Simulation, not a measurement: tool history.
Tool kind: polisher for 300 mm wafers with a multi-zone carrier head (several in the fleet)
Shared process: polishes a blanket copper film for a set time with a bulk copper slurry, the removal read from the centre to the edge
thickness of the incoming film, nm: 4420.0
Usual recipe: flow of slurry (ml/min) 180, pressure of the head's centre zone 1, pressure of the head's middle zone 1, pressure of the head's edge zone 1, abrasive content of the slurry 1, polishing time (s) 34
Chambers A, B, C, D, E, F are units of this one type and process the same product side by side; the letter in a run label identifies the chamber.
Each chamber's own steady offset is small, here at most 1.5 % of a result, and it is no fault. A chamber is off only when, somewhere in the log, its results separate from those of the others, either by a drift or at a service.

run   hour  flow of slurry (ml/min)  pressure of the head's centre zone  pressure of the head's middle zone  pressure of the head's edge zone  abrasive content of the slurry  polishing time (s)  wafers polished on this pad  hours since the slurry nozzle was cleaned  hours since the centre zone pressure was calibrated  hours since the edge zone pressure was calibrated  film removed at the wafer's centre (nm)  film removed at mid-radius (nm)  film removed at the wafer's edge (nm)
       1.7  -- chamber F: worn pad replaced by a new one
       8.3  -- chamber C: slurry nozzle cleaned
       8.9  -- chamber B: worn pad replaced by a new one
 1A    9.8                      180                                   1                                   1                                 1                               1                  34                          666                                      288.7                                                354.8                                              719.8                                   443.94                           445.68                                  442.7
      12.7  -- chamber B: slurry nozzle cleaned
 2C   17.9                      180                                   1                                   1                                 1                               1                  34                          955                                        9.6                                                963.2                                              253.9                                   443.62                           459.08                                 446.69
 3F   22.7                      180                                   1                                   1                                 1                               1                  34                          261                                      165.2                                                430.3                                              421.1                                   449.25                           446.67                                 447.61
      25.7  -- chamber A: worn pad replaced by a new one
      29.2  -- chamber D: worn pad replaced by a new one
 4B   32.5                      180                                   1                                   1                                 1                               1                  34                          294                                       19.9                                                140.8                                              496.4                                   444.03                           460.54                                 451.96
      33.9  -- chamber C: worn pad replaced by a new one
 5E     37                      180                                   1                                   1                                 1                               1                  34                          664                                       70.9                                                498.9                                              338.3                                    453.7                           446.54                                 449.42
 6D   42.4                      180                                   1                                   1                                 1                               1                  34                          165                                      643.8                                                133.9                                              167.4                                   441.17                           444.34                                  433.2
 7E   46.7                      180                                   1                                   1                                 1                               1                  34                          785                                       80.6                                                508.6                                                348                                   444.09                           445.41                                 437.73
      48.3  -- chamber E: worn pad replaced by a new one
 8B   52.8                      180                                   1                                   1                                 1                               1                  34                          546                                       40.2                                                161.1                                              516.7                                   450.66                           450.35                                 454.14
 9C   58.9                      180                                   1                                   1                                 1                               1                  34                          311                                       50.6                                               1004.2                                              294.9                                   441.31                           438.46                                 452.23
10A   67.6                      180                                   1                                   1                                 1                               1                  34                          522                                      346.5                                                412.6                                              777.6                                   440.95                           448.47                                 440.45
      71.2  -- chamber D: slurry nozzle cleaned
11D   72.8                      180                                   1                                   1                               0.9                               1                  34                          543                                        1.7                                                164.3                                              197.8                                    447.3                           444.55                                 415.72
12F   78.8                      180                                   1                                   1                               0.9                               1                  34                          959                                      221.3                                                486.4                                              477.2                                   456.09                           458.99                                 422.03
13C   86.2                      180                                   1                                   1                               0.9                               1                  34                          651                                       77.9                                               1031.5                                              322.2                                   447.85                           442.76                                  430.3
      88.1  -- chamber D: worn pad replaced by a new one
14A     92                      180                                   1                                   1                               0.9                               1                  34                          825                                      370.9                                                  437                                                802                                   451.28                           452.97                                 427.11
      95.2  -- chamber A: worn pad replaced by a new one
      95.8  -- chamber C: centre zone pressure recalibrated
15D   99.7                      180                                   1                                   1                               0.9                               1                  34                          144                                       28.6                                                191.2                                              224.7                                    441.9                           434.74                                 416.29
     102.8  -- chamber E: worn pad replaced by a new one
16F    104                      180                                   1                                   1                               0.9                               1                  34                         1273                                      246.5                                                511.6                                              502.4                                   441.61                           447.22                                 428.18
     105.3  -- chamber E: centre zone pressure recalibrated
17E  109.7                      180                                   1                                   1                                 1                               1                  34                           86                                      143.6                                                  4.5                                                411                                    453.2                           441.74                                  445.7
     110.1  -- chamber A: slurry nozzle cleaned
     110.9  -- chamber B: worn pad replaced by a new one
       113  -- chamber F: worn pad replaced by a new one
18B  114.3                      180                                   1                                   1                                 1                               1                  34                           43                                      101.7                                                222.6                                              578.2                                   440.88                           456.88                                 446.82
     118.8  -- chamber C: worn pad replaced by a new one
19B  119.5                      180                                   1                                   1                                 1                               1                  34                          107                                      106.9                                                227.8                                              583.4                                   455.07                           447.59                                  449.2
20F  124.7                      180                                   1                                   1                                 1                               1                  34                          146                                      267.2                                                532.3                                              523.1                                   448.86                           447.96                                 446.95
21C  130.2                      180                                   1                                   1                                 1                               1                  26                          142                                      121.9                                                 34.5                                              366.2                                   375.11                           339.84                                 345.03
22A  136.6                      180                                   1                                   1                                 1                               1                  26                          516                                       26.5                                                481.6                                              846.6                                   342.04                           338.81                                 334.45
23D  145.8                      180                                   1                                   1                                 1                               1                  26                          717                                       74.7                                                237.3                                              270.8                                   337.63                           342.43                                 339.67
24E  153.7                      180                                   1                                   1                                 1                               1                  26                          633                                      187.6                                                 48.5                                                455                                   350.29                           342.06                                 337.84
     156.1  -- chamber D: worn pad replaced by a new one
25C  161.2                      180                                   1                                   1                                 1                               1                  26                          528                                      152.9                                                 65.5                                              397.2                                   364.32                           334.55                                 343.79
     162.6  -- chamber B: centre zone pressure recalibrated
     169.1  -- chamber E: worn pad replaced by a new one
26A    170                      180                                   1                                   1                                 1                               1                  26                          931                                       59.9                                                  515                                                880                                   344.97                           328.87                                 331.12
     172.9  -- chamber A: worn pad replaced by a new one
27B  178.1                      180                                   1                                   1                                 1                               1                  34                          836                                      165.5                                                 15.5                                                642                                   434.83                           446.37                                 454.24
28D  183.9                      180                                   1                                   1                                 1                               1                  34                          345                                      112.8                                                275.4                                              308.9                                   443.44                           445.34                                 441.34
29E  190.4                      180                                   1                                   1                                 1                               1                  34                          265                                      224.3                                                 85.2                                              491.7                                   459.17                           444.59                                 448.23
30F  200.1                      180                                   1                                   1                                 1                               1                  34                         1084                                      342.6                                                607.7                                              598.5                                   445.05                           445.52                                 447.05
31E  206.4                      180                                   1                                   1                                 1                               1                  34                          464                                      240.3                                                101.2                                              507.7                                   454.15                           442.34                                 443.37
     211.4  -- chamber F: worn pad replaced by a new one
32F  211.9                      180                                   1                                   1                                 1                               1                  34                            7                                      354.4                                                619.5                                              610.3                                   448.72                           453.72                                  440.8
     216.4  -- chamber C: worn pad replaced by a new one
33A    220                      180                                   1                                   1                                 1                               1                  34                          586                                      109.9                                                  565                                                930                                   448.47                           440.87                                 439.14
34B  225.6                      180                                   1                                   1                                 1                               1                  34                         1427                                        213                                                   63                                              689.5                                   451.06                           447.29                                 455.72
     225.9  -- chamber D: worn pad replaced by a new one
35C  231.3                      180                                   1                                   1                                 1                               1                  34                          185                                        223                                                135.6                                              467.3                                   485.21                           438.86                                 450.39
     234.1  -- chamber E: worn pad replaced by a new one
36D  240.8                      180                                   1                                   1                                 1                               1                  34                          185                                      169.7                                                332.3                                              365.8                                   438.24                           438.35                                 444.46
37D    249                      180                                   1                                   1                                 1                               1                  34                          287                                      177.9                                                340.5                                                374                                    446.3                           443.66                                 440.08
     254.5  -- chamber E: edge zone pressure recalibrated
38E  258.2                      180                                   1                                   1                                 1                               1                  34                          300                                      292.1                                                  153                                                3.8                                    456.3                           444.86                                 444.26
       262  -- chamber A: worn pad replaced by a new one
39A  265.7                      180                                   1                                   1                                 1                               1                  34                           46                                      155.6                                                610.7                                              975.7                                   440.43                           441.19                                 436.89

All chambers now run identical settings, listed one chamber a line with results as question marks. What results will each chamber show?
40A  272.7                      180                                   1                                   1                                 1                               1                  34                                                                                                                                                                                                                        ?                                ?                                      ?
40B  272.7                      180                                   1                                   1                                 1                               1                  34                                                                                                                                                                                                                        ?                                ?                                      ?
40C  272.7                      180                                   1                                   1                                 1                               1                  34                                                                                                                                                                                                                        ?                                ?                                      ?
40D  272.7                      180                                   1                                   1                                 1                               1                  34                                                                                                                                                                                                                        ?                                ?                                      ?
40E  272.7                      180                                   1                                   1                                 1                               1                  34                                                                                                                                                                                                                        ?                                ?                                      ?
40F  272.7                      180                                   1                                   1                                 1                               1                  34                                                                                                                                                                                                                        ?                                ?                                      ?

run  film removed at the wafer's centre (nm)  film removed at mid-radius (nm)  film removed at the wafer's edge (nm)
40A                                      449                           450.91                                 442.59
40B                                   447.58                           444.02                                 454.27
40C                                   489.54                            447.2                                 451.34
40D                                   442.94                           440.95                                  443.9
40E                                   448.45                           449.28                                 446.48
40F                                   429.49                           458.71                                 446.93
